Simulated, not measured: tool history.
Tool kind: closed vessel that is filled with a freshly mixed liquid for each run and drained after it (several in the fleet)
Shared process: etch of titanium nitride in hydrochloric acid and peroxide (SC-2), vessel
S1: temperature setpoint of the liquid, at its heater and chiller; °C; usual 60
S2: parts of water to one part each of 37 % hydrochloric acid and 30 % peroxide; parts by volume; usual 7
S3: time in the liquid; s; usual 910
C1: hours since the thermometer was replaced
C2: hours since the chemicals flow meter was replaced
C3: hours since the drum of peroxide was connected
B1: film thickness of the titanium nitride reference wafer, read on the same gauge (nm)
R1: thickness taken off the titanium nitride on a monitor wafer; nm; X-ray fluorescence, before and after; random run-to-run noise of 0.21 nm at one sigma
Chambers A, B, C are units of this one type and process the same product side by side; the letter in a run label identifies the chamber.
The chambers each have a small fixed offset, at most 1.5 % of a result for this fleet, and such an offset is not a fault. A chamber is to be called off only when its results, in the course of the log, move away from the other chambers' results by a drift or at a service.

run,hour,S1,S2,S3,C1,C2,C3,B1,R1
1A,3.4,60,7,910,1631.2,408.4,557.6,140,43.506
2B,6.7,60,7,910,2389.7,129.1,22.8,139.99,44.142
3C,12.3,60,7,910,111.6,1599.7,178.4,140,43.746
4B,16.7,60,7,910,2399.7,139.1,32.8,140.01,44.06
5A,21.3,60,7,910,1649.1,426.3,575.5,139.98,43.464
6C,25.1,60,7,910,124.4,1612.5,191.2,140.02,43.701
7A,30.5,60,7,910,1658.3,435.5,584.7,140.05,43.56
8C,33.5,60,7,910,132.8,1620.9,199.6,139.96,43.429
9B,38.1,60,7,910,2421.1,160.5,54.2,140.04,43.922
10C,42.1,60,7,910,141.4,1629.5,208.2,140,44.019
11B,46.2,60,7,910,2429.2,168.6,62.3,140,43.766
12A,51.7,60,7,910,1679.5,456.7,605.9,140.04,43.683
13C,54.3,60,7,910,153.6,1641.7,220.4,139.96,43.173
14B,58,52.5,7,705,2441,180.4,74.1,139.98,21.149
15A,61.6,52.5,7,705,1689.4,466.6,615.8,139.99,20.82
16A,65.4,52.5,7,705,1693.2,470.4,619.6,139.99,20.781
17B,69.2,60,7,910,2452.2,191.6,85.3,139.98,44.056
18C,74.5,60,7,910,173.8,1661.9,240.6,140.01,42.533
# hour 76.9: chamber A: chemicals flow meter replaced
19C,77.5,60,7,910,176.8,1664.9,243.6,140.05,42.688
20A,82.7,60,7,910,1710.5,5.9,636.9,140.04,43.301
21B,86.2,60,7,910,2469.2,208.6,102.3,140,43.82
22B,91.6,60,7,910,2474.6,214,107.7,139.98,44.119
23C,97.3,60,9,710,196.6,1684.7,263.4,139.98,26.85

Is one chamber off against the others, does the gauge drift, or is nothing wrong? If a chamber is off, say which, and what the likeliest cause is.

Little by little, chamber C moves away from the other chambers.
Cause: peroxide weaker than its label (%) = 4.61.
The log may not tell that from: liquid colder than its thermometer reads (K); chemicals flow below the setpoint (%).

Which of the 4 candidates below, each the usual settings with something changed and its results left as question marks, puts chamber C back in line with what the other chambers give on the usual settings?
In line means no further than this from the other chambers' mean on the usual settings: R1 0.74 nm
24C-1,101.4,59.5,7,895,,,,,?
24C-2,101.4,60,7,915,,,,,?
24C-3,101.4,60.5,7,925,,,,,?
24C-4,101.4,60,7,905,,,,,?

What the other chambers average on the usual settings: R1 43.68 nm
run,R1
24C-1,39.89
24C-2,42.056
24C-3,43.841
24C-4,41.597
24C-3 brings the chamber back in line.

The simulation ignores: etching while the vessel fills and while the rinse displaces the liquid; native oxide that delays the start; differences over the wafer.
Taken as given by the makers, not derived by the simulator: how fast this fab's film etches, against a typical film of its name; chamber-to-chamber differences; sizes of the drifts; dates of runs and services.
